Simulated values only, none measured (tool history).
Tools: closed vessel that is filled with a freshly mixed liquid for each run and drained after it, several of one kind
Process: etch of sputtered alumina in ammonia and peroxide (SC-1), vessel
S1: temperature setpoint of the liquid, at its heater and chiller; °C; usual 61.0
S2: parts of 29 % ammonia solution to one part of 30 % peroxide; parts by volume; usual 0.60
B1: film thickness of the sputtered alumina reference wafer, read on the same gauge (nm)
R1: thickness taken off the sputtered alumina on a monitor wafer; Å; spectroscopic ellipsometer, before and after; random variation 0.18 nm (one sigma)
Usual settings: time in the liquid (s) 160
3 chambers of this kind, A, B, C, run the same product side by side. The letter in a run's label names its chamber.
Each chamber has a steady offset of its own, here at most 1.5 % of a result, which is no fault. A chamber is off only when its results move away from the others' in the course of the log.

run 1C day=0.608 | S1=61.0 S2=0.60 time_in_the_liquid_(s)=160 | B1=120.02 | R1=210.56
run 2B day=0.958 | S1=61.0 S2=0.60 time_in_the_liquid_(s)=160 | B1=120.02 | R1=211.21
run 3A day=1.233 | S1=61.0 S2=0.60 time_in_the_liquid_(s)=160 | B1=119.99 | R1=213.93
run 4C day=1.658 | S1=61.0 S2=0.60 time_in_the_liquid_(s)=160 | B1=119.99 | R1=212.80
run 5B day=2.017 | S1=61.0 S2=0.60 time_in_the_liquid_(s)=160 | B1=119.99 | R1=214.56
run 6A day=2.304 | S1=61.0 S2=0.60 time_in_the_liquid_(s)=160 | B1=119.99 | R1=213.06
run 7C day=2.888 | S1=61.0 S2=0.60 time_in_the_liquid_(s)=160 | B1=119.99 | R1=212.20
run 8A day=3.179 | S1=61.0 S2=0.60 time_in_the_liquid_(s)=160 | B1=120.00 | R1=215.62
run 9B day=3.488 | S1=61.0 S2=0.60 time_in_the_liquid_(s)=160 | B1=120.00 | R1=207.05
run 10A day=4.000 | S1=58.0 S2=0.60 time_in_the_liquid_(s)=205 | B1=120.02 | R1=236.33
run 11C day=4.450 | S1=58.0 S2=0.60 time_in_the_liquid_(s)=205 | B1=120.00 | R1=229.38
run 12B day=4.954 | S1=58.0 S2=0.60 time_in_the_liquid_(s)=205 | B1=119.96 | R1=229.34
run 13C day=5.317 | S1=61.0 S2=0.60 time_in_the_liquid_(s)=160 | B1=119.99 | R1=211.77
run 14B day=5.721 | S1=61.0 S2=0.60 time_in_the_liquid_(s)=130 | B1=120.00 | R1=167.19
run 15A day=6.017 | S1=61.0 S2=0.60 time_in_the_liquid_(s)=130 | B1=120.02 | R1=172.17
run 16C day=6.304 | S1=61.0 S2=0.60 time_in_the_liquid_(s)=130 | B1=120.02 | R1=170.35
-- day=6.558 chamber C: ammonia flow meter replaced
-- day=6.588 chamber C: new drum of ammonia solution connected
run 17B day=6.892 | S1=61.0 S2=0.35 time_in_the_liquid_(s)=235 | B1=119.99 | R1=283.10
run 18A day=7.404 | S1=61.0 S2=0.35 time_in_the_liquid_(s)=235 | B1=120.00 | R1=302.14
run 19C day=7.788 | S1=61.0 S2=0.35 time_in_the_liquid_(s)=235 | B1=120.02 | R1=292.70
run 20B day=8.233 | S1=61.0 S2=0.60 time_in_the_liquid_(s)=160 | B1=119.98 | R1=197.77
run 21A day=8.708 | S1=61.0 S2=0.60 time_in_the_liquid_(s)=160 | B1=119.99 | R1=214.93
run 22C day=9.062 | S1=61.0 S2=0.60 time_in_the_liquid_(s)=160 | B1=119.98 | R1=212.06
run 23B day=9.438 | S1=61.0 S2=0.60 time_in_the_liquid_(s)=160 | B1=119.99 | R1=194.07
-- day=9.842 chamber A: new drum of ammonia solution connected
run 24A day=9.842 | S1=61.0 S2=0.60 time_in_the_liquid_(s)=160 | B1=119.97 | R1=214.22
-- day=10.004 chamber B: new drum of ammonia solution connected
run 25B day=10.262 | S1=61.0 S2=0.60 time_in_the_liquid_(s)=160 | B1=120.00 | R1=191.42
run 26C day=10.612 | S1=67.5 S2=0.60 time_in_the_liquid_(s)=160 | B1=120.00 | R1=293.64

All 3 chambers run these settings next. Forecast each chamber's results:
run 27A day=11.050 | S1=61.0 S2=0.60 time_in_the_liquid_(s)=245 | R1=?
run 27B day=11.050 | S1=61.0 S2=0.60 time_in_the_liquid_(s)=245 | R1=?
run 27C day=11.050 | S1=61.0 S2=0.60 time_in_the_liquid_(s)=245 | R1=?

run=27A R1=328.20
run=27B R1=297.66
run=27C R1=318.92
